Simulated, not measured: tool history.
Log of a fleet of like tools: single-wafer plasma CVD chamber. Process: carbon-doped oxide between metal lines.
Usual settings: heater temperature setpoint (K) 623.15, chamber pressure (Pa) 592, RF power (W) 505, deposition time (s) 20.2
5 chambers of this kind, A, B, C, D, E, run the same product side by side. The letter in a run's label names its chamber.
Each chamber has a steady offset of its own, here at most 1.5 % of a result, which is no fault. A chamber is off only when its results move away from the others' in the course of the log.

| run | day | heater temperature setpoint (K) | chamber pressure (Pa) | RF power (W) | deposition time (s) | read-back reference wafer on the same gauge, thickness_nm | mean film thickness on the monitor wafer (angstrom) |
|---|---|---|---|---|---|---|---|
| 1A | 0.15 | 623.15 | 592 | 505 | 20.2 | 110.96 | 1026.8 |
| 2C | 0.421 | 623.15 | 592 | 505 | 20.2 | 110.95 | 1040 |
| 3B | 0.608 | 623.15 | 592 | 505 | 20.2 | 110.96 | 1024.5 |
| 4E | 0.904 | 623.15 | 592 | 505 | 20.2 | 110.97 | 1020.7 |
| 5D | 1.175 | 623.15 | 592 | 505 | 20.2 | 111 | 1032.4 |
| 6B | 1.333 | 623.15 | 592 | 505 | 20.2 | 111.05 | 1025.8 |
| 7C | 1.621 | 623.15 | 592 | 505 | 20.2 | 111.07 | 1038.5 |
| 8A | 1.892 | 623.15 | 592 | 505 | 20.2 | 111.07 | 1027.4 |
| 9D | 2.196 | 623.15 | 592 | 505 | 20.2 | 110.97 | 1034.1 |
| 10E | 2.483 | 623.15 | 592 | 505 | 20.2 | 111 | 1024.2 |
| 11A | 2.662 | 623.15 | 592 | 505 | 20.2 | 110.95 | 1026.5 |
| 12C | 2.892 | 623.15 | 592 | 505 | 20.2 | 111.04 | 1042.1 |
| 13E | 3.158 | 623.15 | 592 | 505 | 20.2 | 110.95 | 1022.3 |
| 14B | 3.358 | 623.15 | 592 | 505 | 20.2 | 110.94 | 1016.9 |
| 15D | 3.525 | 623.15 | 592 | 505 | 20.2 | 111 | 1031 |
|  | 3.579 | chamber B: thermocouple changed; heater temperature recalibrated |
| 16D | 3.779 | 623.15 | 592 | 505 | 20.2 | 111 | 1035.4 |
| 17A | 3.954 | 636.15 | 592 | 505 | 16.4 | 110.97 | 806.53 |
| 18E | 4.092 | 636.15 | 592 | 505 | 16.4 | 111.03 | 803.1 |
| 19B | 4.358 | 636.15 | 592 | 505 | 16.4 | 110.96 | 799.63 |
| 20C | 4.65 | 636.15 | 592 | 505 | 16.4 | 110.95 | 819.18 |
|  | 4.917 | chamber C: capacitance manometer re-zeroed and calibrated |
| 21B | 4.954 | 636.15 | 592 | 505 | 16.4 | 110.94 | 796.87 |
| 22E | 5.254 | 623.15 | 592 | 505 | 20.2 | 110.96 | 1022.3 |
| 23C | 5.408 | 623.15 | 592 | 505 | 20.2 | 111.01 | 1046.7 |
| 24A | 5.658 | 623.15 | 592 | 505 | 20.2 | 111.07 | 1024.3 |
| 25D | 5.938 | 623.15 | 592 | 505 | 20.2 | 110.99 | 1030 |
|  | 6.204 | chamber E: RF generator calibrated |
| 26A | 6.204 | 623.15 | 592 | 505 | 20.2 | 110.97 | 1024.3 |
| 27E | 6.421 | 623.15 | 592 | 505 | 20.2 | 110.99 | 1019.6 |
| 28B | 6.558 | 623.15 | 592 | 505 | 20.2 | 110.97 | 1009.8 |
| 29D | 6.717 | 623.15 | 592 | 570 | 18.4 | 111.02 | 1017.8 |
| 30C | 7.008 | 623.15 | 592 | 570 | 18.4 | 110.92 | 1023.7 |
| 31A | 7.158 | 623.15 | 592 | 570 | 18.4 | 110.99 | 1012.8 |
| 32D | 7.35 | 623.15 | 592 | 570 | 18.4 | 111 | 1017.9 |
| 33E | 7.554 | 623.15 | 592 | 570 | 18.4 | 111.06 | 1002.6 |
|  | 7.575 | chamber C: RF generator calibrated |
|  | 7.588 | chamber B: capacitance manometer re-zeroed and calibrated |
| 34B | 7.729 | 623.15 | 592 | 505 | 20.2 | 110.95 | 1002.1 |
| 35C | 7.988 | 623.15 | 592 | 505 | 20.2 | 111.04 | 1041.7 |
| 36C | 8.192 | 623.15 | 727 | 505 | 24 | 111 | 1271.2 |
| 37A | 8.329 | 623.15 | 727 | 505 | 24 | 111.04 | 1249.5 |
| 38B | 8.571 | 623.15 | 727 | 505 | 24 | 111.08 | 1221.1 |
| 39E | 8.817 | 623.15 | 727 | 505 | 24 | 111.04 | 1247.1 |
| 40D | 9.062 | 623.15 | 727 | 505 | 24 | 111 | 1262.5 |
| 41E | 9.204 | 623.15 | 648 | 505 | 20.2 | 110.97 | 1032.7 |
| 42C | 9.446 | 623.15 | 648 | 505 | 20.2 | 110.97 | 1054 |
| 43A | 9.667 | 623.15 | 648 | 505 | 20.2 | 110.99 | 1039.3 |
| 44D | 9.85 | 623.15 | 648 | 505 | 20.2 | 111.04 | 1040.9 |

What goes on in this fleet: one chamber off, a drifting gauge, or nothing beyond the chambers' own small offsets? Name the chamber and the cause, if any.

Chamber B drifts away from the others.
Cause: delivered RF power below the setpoint (%) = 4.5.

Here are 4 candidates for chamber B's next run, each the usual settings with a change, their results left as question marks. Which one brings its results back in line with what the others give on the usual settings?
In line means no further than this from the other chambers' mean on the usual settings: mean film thickness on the monitor wafer (angstrom) 9.8
| 45B-1 | 10.067 | 622.15 | 599 | 505 | 21.2 |  | ? |
| 45B-2 | 10.067 | 623.15 | 592 | 480 | 20.2 |  | ? |
| 45B-3 | 10.067 | 623.15 | 595 | 510 | 20.7 |  | ? |
| 45B-4 | 10.067 | 625.15 | 579 | 470 | 20.2 |  | ? |

The other chambers' mean on the usual settings: mean film thickness on the monitor wafer (angstrom) 1029.9
| run | mean film thickness on the monitor wafer (angstrom) |
|---|---|
| 45B-1 | 1048.8 |
| 45B-2 | 963.64 |
| 45B-3 | 1027 |
| 45B-4 | 941.28 |
45B-3 brings the chamber back in line.
